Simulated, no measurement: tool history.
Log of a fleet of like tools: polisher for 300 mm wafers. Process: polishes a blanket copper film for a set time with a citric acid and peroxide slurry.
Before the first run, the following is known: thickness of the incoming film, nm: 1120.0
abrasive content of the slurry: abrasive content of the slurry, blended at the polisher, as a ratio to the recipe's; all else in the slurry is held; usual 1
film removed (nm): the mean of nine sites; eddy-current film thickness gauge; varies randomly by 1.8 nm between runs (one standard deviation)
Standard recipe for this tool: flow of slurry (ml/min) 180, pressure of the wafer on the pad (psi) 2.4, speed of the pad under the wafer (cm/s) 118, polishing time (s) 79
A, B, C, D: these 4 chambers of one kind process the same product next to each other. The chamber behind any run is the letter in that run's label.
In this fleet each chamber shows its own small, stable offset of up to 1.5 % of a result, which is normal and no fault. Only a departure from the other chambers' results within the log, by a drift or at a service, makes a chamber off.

run	hour	flow of slurry (ml/min)	pressure of the wafer on the pad (psi)	speed of the pad under the wafer (cm/s)	abrasive content of the slurry	polishing time (s)	film removed (nm)
1A	7.5	180	2.4	118	1	79	161.49
2B	16.4	180	2.4	118	1	79	158.38
3C	21.8	180	2.4	118	1	79	159.77
# hour 27.8: chamber A: slurry nozzle cleaned
4D	30.1	180	2.4	118	1	79	161.12
# hour 36: chamber B: worn pad replaced by a new one
5C	36.6	180	2.4	98	1.1	79	138.3
# hour 39.5: chamber D: worn pad replaced by a new one
6B	42	180	2.4	98	1.1	79	135.58
7D	51	180	2.4	98	1.1	79	136.33
8A	56.2	180	2.4	98	1.1	79	136.97
# hour 63: chamber D: head pressure recalibrated
9B	64.4	180	2.4	118	1	79	157.71
10D	71.7	180	2.4	118	1	79	158.3
11C	77.3	240	2.7	118	1	79	185.44
# hour 79.7: chamber C: worn pad replaced by a new one
12A	85.3	240	2.7	118	1	79	190.37
# hour 89.1: chamber A: head pressure recalibrated
13A	91.2	240	2.7	118	1	79	189.95
# hour 95.7: chamber A: worn pad replaced by a new one
14C	95.8	240	2.7	118	1	79	188.24
15D	104.4	180	2.4	118	1	79	159.86
# hour 110.9: chamber B: worn pad replaced by a new one
16B	112.1	180	2.4	118	1	79	158.18
17B	120.2	180	2.4	118	1	79	158.88
18C	124.9	180	2.4	118	1	89	181.02
# hour 126.1: chamber D: worn pad replaced by a new one
19A	133.7	180	2.4	118	1	89	180.79
# hour 140.8: chamber D: slurry blender recalibrated
20D	141.9	180	2.4	118	1	89	178.94
21D	149.2	180	2.4	118	1	89	181.76
22B	154.3	180	2.4	118	1	79	160.22
23A	162.4	180	2.4	118	1	79	162.07
24C	169.8	180	2.4	118	1	79	160.96
25C	177.5	180	2.4	118	1	79	161.08
26A	186.1	180	2.4	118	1	79	161.22
# hour 186.5: chamber C: worn pad replaced by a new one
# hour 186.8: chamber B: slurry blender recalibrated
# hour 190.3: chamber A: worn pad replaced by a new one
27D	194.4	180	2.4	118	1	79	160.36
# hour 195.6: chamber B: worn pad replaced by a new one
28B	198.5	180	2.4	118	1	79	160.25
29B	204.4	180	2.4	118	1	79	158.3
# hour 209: chamber D: worn pad replaced by a new one
30D	210.5	180	2.4	118	1	79	159.82
31A	219.7	180	2.4	118	1	79	158.81
32C	226.8	180	2.4	118	1	79	158.99
33C	231.5	180	2.4	118	1	79	163.4
34A	236	180	2.4	118	1	79	164.16
35D	243.8	180	2.4	118	1	79	155.91
36B	247.8	180	1.9	118	0.7	79	117.47
37A	257	180	1.9	118	0.7	79	117.36
38C	266.2	180	1.9	118	0.7	79	118.97

For the next run the whole fleet of 4 chambers uses the same settings. Give each chamber's results:
39A	272.8	180	2.4	118	1	79	?
39B	272.8	180	2.4	118	1	79	?
39C	272.8	180	2.4	118	1	79	?
39D	272.8	180	2.4	118	1	79	?

run	film removed (nm)
39A	160.74
39B	161.99
39C	160.83
39D	157.47
